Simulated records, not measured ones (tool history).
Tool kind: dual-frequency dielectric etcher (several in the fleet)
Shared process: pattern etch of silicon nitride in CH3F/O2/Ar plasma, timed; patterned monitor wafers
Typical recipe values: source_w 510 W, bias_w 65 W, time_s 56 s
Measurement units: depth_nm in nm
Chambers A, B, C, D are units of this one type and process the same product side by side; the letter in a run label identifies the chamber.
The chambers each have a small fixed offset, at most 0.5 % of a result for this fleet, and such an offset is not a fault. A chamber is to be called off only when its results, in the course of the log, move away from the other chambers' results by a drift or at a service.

run   hour  source_w  bias_w  time_s  hours since the last wet clean  hours since the last source power generator calibration  hours since the last bias power generator calibration  read-back reference wafer on the same gauge, depth_nm  depth_nm
 1C      7       510      65      56                           252.5                                                     2398                                                 1191.7                                                 34.101    41.515
 2B   15.5       510      65      56                           135.2                                                      853                                                 2060.9                                                 34.086    41.667
 3A   25.2       510      65      56                           309.2                                                   1880.1                                                   39.9                                                 34.095    41.431
 4D     31       510      65      56                             275                                                    431.3                                                 1750.7                                                 34.089    41.704
 5B   41.6       510      65      56                           161.3                                                    879.1                                                   2087                                                 34.083    41.713
 6A   51.1       510      65      56                           335.1                                                     1906                                                   65.8                                                  34.09    41.336
      56.7  -- chamber C: wet clean of the chamber
 7D   57.5       510      65      56                           301.5                                                    457.8                                                 1777.2                                                 34.082    41.638
 8C     69       510      65      56                            12.4                                                     2460                                                 1253.7                                                 34.079    41.449
 9D   80.2       510      65      56                           324.2                                                    480.5                                                 1799.9                                                 34.072    41.598
10A   87.6       510      65      56                           371.6                                                   1942.5                                                  102.3                                                 34.058    41.398
11C   98.2       510      65      56                            41.6                                                   2489.2                                                 1282.9                                                 34.069    41.484
12B    108       510      65      56                           227.7                                                    945.5                                                 2153.4                                                 34.052     41.61
13D  116.7       510      65      56                           360.7                                                      517                                                 1836.4                                                  34.06    41.553
14A  126.7       510      65      56                           410.7                                                   1981.6                                                  141.4                                                 34.056    41.347
15C  133.3       510      65      56                            76.7                                                   2524.3                                                   1318                                                 34.053    41.514
16B  143.3       510      65      56                             263                                                    980.8                                                 2188.7                                                 34.042    41.595
17B  155.6       510      65      56                           275.3                                                    993.1                                                   2201                                                 34.047      41.6
18C  163.7       410      65      56                           107.1                                                   2554.7                                                 1348.4                                                 34.042    38.168
19A  172.5       410      65      56                           456.5                                                   2027.4                                                  187.2                                                 34.047    38.111
20D    184       410      65      56                             428                                                    584.3                                                 1903.7                                                 34.044    38.213
     193.5  -- chamber D: wet clean of the chamber
21B  193.5       410      65      56                           313.2                                                     1031                                                 2238.9                                                 34.033    38.245
22A  202.3       510      65      56                           486.3                                                   2057.2                                                    217                                                 34.032    41.276
23C  213.5       510      65      56                           156.9                                                   2604.5                                                 1398.2                                                 34.033     41.37
24D  225.2       510      65      56                            31.7                                                    625.5                                                 1944.9                                                 34.018    41.539
25B    237       510      65      56                           356.7                                                   1074.5                                                 2282.4                                                 34.021    41.635
26D  249.3       510      65      56                            55.8                                                    649.6                                                   1969                                                 34.021    41.463
     252.5  -- chamber B: wet clean of the chamber
27A  260.2       510      59    48.5                           544.2                                                   2115.1                                                  274.9                                                 34.009    34.663
28C  267.6       510      59    48.5                             211                                                   2658.6                                                 1452.3                                                 34.004    34.781
29B  275.2       510      59    48.5                            22.7                                                   1112.7                                                 2320.6                                                 34.006    34.871
30A  288.3       510      59    48.5                           572.3                                                   2143.2                                                    303                                                 34.013    34.667
31D  300.8       510      65      56                           107.3                                                    701.1                                                 2020.5                                                 33.988    41.501
     310.2  -- chamber A: wet clean of the chamber
32C  312.2       510      65      56                           255.6                                                   2703.2                                                 1496.9                                                 33.982    41.343
33D  321.6       510      72      56                           128.1                                                    721.9                                                 2041.3                                                 33.998    43.005
34B  329.1       510      72      56                            76.6                                                   1166.6                                                 2374.5                                                 33.985    42.976
35A  336.2       510      72      56                            26.1                                                   2191.1                                                  350.9                                                 33.992    42.735
36C  345.2       510      72      56                           288.6                                                   2736.2                                                 1529.9                                                 33.987    42.742
37B  357.3       510      65      56                           104.8                                                   1194.8                                                 2402.7                                                 33.985    41.551
38D  364.4       510      65      56                           170.9                                                    764.7                                                 2084.1                                                 33.979    41.521
39A  373.8       510      65      56                            63.7                                                   2228.7                                                  388.5                                                 33.976    41.233
40C  380.7       510      65      56                           324.1                                                   2771.7                                                 1565.4                                                 33.978    41.279
41C  388.8       510      65      56                           332.2                                                   2779.8                                                 1573.5                                                 33.966    41.343
42A  396.4       510      65      56                            86.3                                                   2251.3                                                  411.1                                                  33.96    41.184
43B  407.8       510      65      56                           155.3                                                   1245.3                                                 2453.2                                                  33.96    41.519
44D  414.4       510      65      56                           220.9                                                    814.7                                                 2134.1                                                 33.964    41.487

The same settings go to every chamber for the next run, one line per chamber below. Forecast the results for each:
45A  424.1       510      54      56                                                                                                                                                                                                                ?
45B  424.1       510      54      56                                                                                                                                                                                                                ?
45C  424.1       510      54      56                                                                                                                                                                                                                ?
45D  424.1       510      54      56                                                                                                                                                                                                                ?

run  depth_nm
45A    38.904
45B    39.083
45C    38.958
45D    39.055
